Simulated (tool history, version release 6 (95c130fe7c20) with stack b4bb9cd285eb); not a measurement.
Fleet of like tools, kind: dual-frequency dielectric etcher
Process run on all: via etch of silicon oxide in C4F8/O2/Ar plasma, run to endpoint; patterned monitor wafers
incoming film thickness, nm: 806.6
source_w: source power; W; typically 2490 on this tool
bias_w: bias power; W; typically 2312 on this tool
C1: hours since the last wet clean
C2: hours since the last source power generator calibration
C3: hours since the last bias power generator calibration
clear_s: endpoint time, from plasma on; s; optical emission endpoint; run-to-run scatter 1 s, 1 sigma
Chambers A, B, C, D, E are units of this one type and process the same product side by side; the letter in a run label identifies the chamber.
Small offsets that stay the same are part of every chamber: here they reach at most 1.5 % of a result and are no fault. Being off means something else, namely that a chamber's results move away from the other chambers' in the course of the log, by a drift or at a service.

Run 1C, day 0.208: usual settings; C1 159.1; C2 830.5; C3 1588.2. Result: clear_s 138.76 s.
Run 2A, day 0.392: usual settings; C1 348.1; C2 1135.1; C3 594.5. Result: clear_s 141.75 s.
Run 3E, day 0.512: usual settings; C1 177.0; C2 1263.9; C3 2739.7. Result: clear_s 139.40 s.
Run 4D, day 0.650: usual settings; C1 242.6; C2 650.0; C3 3368.3. Result: clear_s 140.85 s.
Run 5B, day 0.858: usual settings; C1 170.3; C2 1279.3; C3 1688.6. Result: clear_s 140.39 s.
Run 6C, day 1.054: usual settings but bias_w 1847 W; C1 179.4; C2 850.8; C3 1608.5. Result: clear_s 148.91 s.
At day 1.192: chamber C: bias power generator calibrated.
Run 7A, day 1.229: usual settings but bias_w 1847 W; C1 368.2; C2 1155.2; C3 614.6. Result: clear_s 150.31 s.
Run 8D, day 1.375: usual settings but bias_w 1847 W; C1 260.0; C2 667.4; C3 3385.7. Result: clear_s 147.55 s.
Run 9E, day 1.483: usual settings but bias_w 1847 W; C1 200.3; C2 1287.2; C3 2763.0. Result: clear_s 148.11 s.
At day 1.571: chamber A: wet clean of the chamber.
Run 10B, day 1.629: usual settings but bias_w 1847 W; C1 188.8; C2 1297.8; C3 1707.1. Result: clear_s 148.76 s.
Run 11D, day 1.721: usual settings; C1 268.3; C2 675.7; C3 3394.0. Result: clear_s 142.50 s.
Run 12C, day 1.892: usual settings; C1 199.5; C2 870.9; C3 16.9. Result: clear_s 141.56 s.
Run 13A, day 1.979: usual settings but source_w 1930 W, bias_w 2112 W; C1 9.8; C2 1173.2; C3 632.6. Result: clear_s 159.41 s.
Run 14B, day 2.188: usual settings but source_w 1930 W, bias_w 2112 W; C1 202.2; C2 1311.2; C3 1720.5. Result: clear_s 159.07 s.
Run 15E, day 2.362: usual settings but source_w 1930 W, bias_w 2112 W; C1 221.4; C2 1308.3; C3 2784.1. Result: clear_s 161.20 s.
Run 16A, day 2.504: usual settings but source_w 1930 W, bias_w 2112 W; C1 22.4; C2 1185.8; C3 645.2. Result: clear_s 160.73 s.
Run 17C, day 2.679: usual settings but source_w 1930 W, bias_w 2112 W; C1 218.4; C2 889.8; C3 35.8. Result: clear_s 157.94 s.
Run 18D, day 2.846: usual settings; C1 295.3; C2 702.7; C3 3421.0. Result: clear_s 141.50 s.
Run 19B, day 3.004: usual settings; C1 221.8; C2 1330.8; C3 1740.1. Result: clear_s 138.82 s.
Run 20E, day 3.200: usual settings; C1 241.5; C2 1328.4; C3 2804.2. Result: clear_s 142.67 s.
Run 21B, day 3.325: usual settings; C1 229.5; C2 1338.5; C3 1747.8. Result: clear_s 140.17 s.
Run 22E, day 3.483: usual settings but source_w 2170 W, bias_w 2673 W; C1 248.3; C2 1335.2; C3 2811.0. Result: clear_s 141.37 s.
Run 23A, day 3.650: usual settings but source_w 2170 W, bias_w 2673 W; C1 49.9; C2 1213.3; C3 672.7. Result: clear_s 143.09 s.
Run 24D, day 3.746: usual settings but source_w 2170 W, bias_w 2673 W; C1 316.9; C2 724.3; C3 3442.6. Result: clear_s 144.67 s.
At day 3.867: chamber B: bias power generator calibrated.
Run 25C, day 3.883: usual settings but source_w 2170 W, bias_w 2673 W; C1 247.3; C2 918.7; C3 64.7. Result: clear_s 141.99 s.
Run 26E, day 4.058: usual settings but source_w 2170 W, bias_w 2673 W; C1 262.1; C2 1349.0; C3 2824.8. Result: clear_s 138.74 s.
Run 27C, day 4.192: usual settings; C1 254.7; C2 926.1; C3 72.1. Result: clear_s 139.61 s.
Run 28D, day 4.362: usual settings but source_w 2060 W; C1 331.7; C2 739.1; C3 3457.4. Result: clear_s 148.75 s.
Run 29B, day 4.458: usual settings but source_w 2060 W; C1 256.7; C2 1365.7; C3 14.3. Result: clear_s 149.45 s.
Run 30A, day 4.625: usual settings but source_w 2060 W; C1 73.3; C2 1236.7; C3 696.1. Result: clear_s 154.49 s.
Run 31B, day 4.800: usual settings but source_w 2060 W; C1 264.9; C2 1373.9; C3 22.5. Result: clear_s 150.64 s.
Run 32D, day 4.917: usual settings but source_w 2060 W; C1 345.0; C2 752.4; C3 3470.7. Result: clear_s 148.56 s.
Run 33E, day 5.125: usual settings; C1 287.7; C2 1374.6; C3 2850.4. Result: clear_s 139.45 s.
Run 34C, day 5.308: usual settings but bias_w 2028 W; C1 281.5; C2 952.9; C3 98.9. Result: clear_s 144.57 s.
Run 35A, day 5.517: usual settings but bias_w 2028 W; C1 94.7; C2 1258.1; C3 717.5. Result: clear_s 146.89 s.
Run 36D, day 5.692: usual settings but bias_w 2028 W; C1 363.6; C2 771.0; C3 3489.3. Result: clear_s 141.69 s.
Run 37C, day 5.838: usual settings but bias_w 2028 W; C1 294.2; C2 965.6; C3 111.6. Result: clear_s 144.62 s.
At day 5.946: chamber D: bias power generator calibrated.
Run 38E, day 6.021: usual settings but bias_w 2028 W; C1 309.2; C2 1396.1; C3 2871.9. Result: clear_s 148.19 s.
Run 39B, day 6.146: usual settings; C1 297.2; C2 1406.2; C3 54.8. Result: clear_s 141.53 s.
Run 40A, day 6.308: usual settings; C1 113.7; C2 1277.1; C3 736.5. Result: clear_s 139.91 s.
Run 41E, day 6.442: usual settings; C1 319.3; C2 1406.2; C3 2882.0. Result: clear_s 141.18 s.
Run 42D, day 6.538: usual settings; C1 383.9; C2 791.3; C3 14.3. Result: clear_s 136.21 s.
Run 43C, day 6.738: usual settings but bias_w 1988 W; C1 315.8; C2 987.2; C3 133.2. Result: clear_s 145.08 s.
Run 44B, day 6.854: usual settings but bias_w 1988 W; C1 314.2; C2 1423.2; C3 71.8. Result: clear_s 146.83 s.

Decide between three cases: one chamber stands off from its peers, the gauge reading all wafers drifts, or nothing is wrong past each chamber's small offset. Where a chamber is off, say which and what most likely put it there.

One chamber, D, drifts off from the rest bit by bit.
What lies behind it: etch rate over this chamber's usual, % = 4.47.

Below are 4 candidate recipes for chamber D's next run, each the usual settings with a change, their results shown as question marks. Which of them brings D's results back in line with what the other chambers give on the usual settings?
In line means no further than this from the other chambers' mean on the usual settings: clear_s 3.60 s
Run 45D-1, day 7.004: usual settings but bias_w 1679 W. Result: clear_s ?.
Run 45D-2, day 7.004: usual settings but source_w 2350 W, bias_w 2219 W. Result: clear_s ?.
Run 45D-3, day 7.004: usual settings but source_w 2630 W, bias_w 2405 W. Result: clear_s ?.
Run 45D-4, day 7.004: usual settings but source_w 2810 W, bias_w 2531 W. Result: clear_s ?.

Usual-settings mean across the other chambers: clear_s 140.02 s
  run  clear_s
45D-1   148.01
45D-2   140.09
45D-3   130.74
45D-4   125.40
The right change is 45D-2: it brings the chamber back within the allowed miss of the others.
